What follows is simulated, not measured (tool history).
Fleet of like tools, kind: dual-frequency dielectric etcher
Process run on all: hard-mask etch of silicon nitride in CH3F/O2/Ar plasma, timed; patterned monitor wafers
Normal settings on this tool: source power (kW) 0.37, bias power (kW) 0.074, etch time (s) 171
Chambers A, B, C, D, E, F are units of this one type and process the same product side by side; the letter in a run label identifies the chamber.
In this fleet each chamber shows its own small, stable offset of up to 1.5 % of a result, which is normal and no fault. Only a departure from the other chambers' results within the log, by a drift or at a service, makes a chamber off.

| run | day | source power (kW) | bias power (kW) | etch time (s) | hours since the last wet clean | hours since the last source power generator calibration | hours since the last bias power generator calibration | read-back reference wafer on the same gauge, depth_nm | mean etch depth across the wafer (angstrom) |
|---|---|---|---|---|---|---|---|---|---|
| 1A | 0.325 | 0.37 | 0.074 | 171 | 383.3 | 2147.8 | 2160.5 | 108.97 | 1169.5 |
| 2F | 0.804 | 0.37 | 0.074 | 171 | 227.4 | 813.1 | 2595.8 | 109.1 | 1175.3 |
| 3D | 1.354 | 0.37 | 0.074 | 171 | 168 | 603.1 | 686.3 | 108.97 | 1182.5 |
| 4E | 1.854 | 0.37 | 0.074 | 171 | 364.2 | 734.7 | 308.6 | 109.02 | 1185.8 |
| 5C | 2.312 | 0.37 | 0.074 | 171 | 223.6 | 1268.8 | 342.9 | 108.97 | 1188 |
|  | 2.362 | chamber A: wet clean of the chamber |
| 6B | 2.675 | 0.37 | 0.074 | 171 | 255.7 | 2252.4 | 2862.3 | 109 | 1170.8 |
| 7E | 3.133 | 0.37 | 0.074 | 171 | 394.9 | 765.4 | 339.3 | 109 | 1186.2 |
|  | 3.671 | chamber A: source power generator calibrated |
| 8B | 3.675 | 0.37 | 0.074 | 171 | 279.7 | 2276.4 | 2886.3 | 109 | 1172.3 |
| 9A | 4.05 | 0.37 | 0.074 | 171 | 40.5 | 9.2 | 2249.9 | 109.03 | 1170.1 |
| 10D | 4.488 | 0.37 | 0.074 | 171 | 243.2 | 678.3 | 761.5 | 109.02 | 1180.9 |
| 11C | 4.929 | 0.37 | 0.074 | 171 | 286.4 | 1331.6 | 405.7 | 108.98 | 1187.2 |
| 12F | 5.196 | 0.44 | 0.074 | 143 | 332.8 | 918.5 | 2701.2 | 109 | 1052 |
| 13F | 5.704 | 0.44 | 0.074 | 143 | 345 | 930.7 | 2713.4 | 109.03 | 1053.5 |
| 14B | 5.996 | 0.44 | 0.074 | 143 | 335.4 | 2332.1 | 2942 | 109.03 | 1049.5 |
| 15D | 6.421 | 0.44 | 0.074 | 143 | 289.6 | 724.7 | 807.9 | 108.9 | 1060.5 |
| 16E | 6.967 | 0.44 | 0.074 | 143 | 486.9 | 857.4 | 431.3 | 108.98 | 1063.8 |
| 17A | 7.471 | 0.44 | 0.074 | 143 | 122.6 | 91.3 | 2332 | 108.92 | 1042.6 |
|  | 7.55 | chamber C: wet clean of the chamber |
| 18C | 7.846 | 0.4 | 0.06 | 171 | 7.1 | 1401.6 | 475.7 | 109.05 | 1128.9 |
| 19E | 8.312 | 0.4 | 0.06 | 171 | 519.2 | 889.7 | 463.6 | 109.02 | 1130.1 |
| 20F | 8.75 | 0.4 | 0.06 | 171 | 418.1 | 1003.8 | 2786.5 | 108.94 | 1130.6 |
| 21D | 9.288 | 0.4 | 0.06 | 171 | 358.4 | 793.5 | 876.7 | 108.91 | 1135.5 |
| 22B | 9.629 | 0.4 | 0.06 | 171 | 422.6 | 2419.3 | 3029.2 | 109.04 | 1127.1 |
| 23A | 9.988 | 0.4 | 0.06 | 171 | 183 | 151.7 | 2392.4 | 108.97 | 1127 |
|  | 10.1 | chamber F: wet clean of the chamber |
| 24C | 10.288 | 0.37 | 0.074 | 171 | 65.7 | 1460.2 | 534.3 | 109.07 | 1182 |
|  | 10.675 | chamber E: wet clean of the chamber |
| 25A | 10.821 | 0.45 | 0.087 | 171 | 203 | 171.7 | 2412.4 | 108.91 | 1331.2 |
| 26C | 11.162 | 0.45 | 0.087 | 171 | 86.7 | 1481.2 | 555.3 | 108.96 | 1349 |
| 27D | 11.475 | 0.45 | 0.087 | 171 | 410.9 | 846 | 929.2 | 108.99 | 1355 |
| 28B | 11.812 | 0.45 | 0.087 | 171 | 475 | 2471.7 | 3081.6 | 108.97 | 1339.3 |
| 29E | 12.175 | 0.45 | 0.087 | 171 | 36 | 982.4 | 556.3 | 108.89 | 1354.6 |
| 30F | 12.721 | 0.45 | 0.087 | 171 | 63 | 1099.1 | 2881.8 | 109.09 | 1346.9 |
| 31E | 13.171 | 0.37 | 0.074 | 171 | 59.9 | 1006.3 | 580.2 | 109.07 | 1184.3 |
| 32C | 13.496 | 0.37 | 0.074 | 171 | 142.7 | 1537.2 | 611.3 | 108.95 | 1180.3 |
| 33A | 13.825 | 0.37 | 0.074 | 171 | 275.1 | 243.8 | 2484.5 | 109.05 | 1166 |
| 34D | 14.262 | 0.37 | 0.074 | 171 | 477.8 | 912.9 | 996.1 | 108.93 | 1178.1 |
| 35B | 14.754 | 0.37 | 0.074 | 171 | 545.6 | 2542.3 | 3152.2 | 109 | 1175.6 |
| 36F | 15.271 | 0.37 | 0.074 | 171 | 124.2 | 1160.3 | 2943 | 109.1 | 1182.9 |

One chamber off, gauge drift, or nothing amiss beyond the chambers' own small offsets? If it is a chamber, which one, and what is the likeliest cause?

All chambers stay in line apart from their small fixed offsets, and the gauge does not drift.

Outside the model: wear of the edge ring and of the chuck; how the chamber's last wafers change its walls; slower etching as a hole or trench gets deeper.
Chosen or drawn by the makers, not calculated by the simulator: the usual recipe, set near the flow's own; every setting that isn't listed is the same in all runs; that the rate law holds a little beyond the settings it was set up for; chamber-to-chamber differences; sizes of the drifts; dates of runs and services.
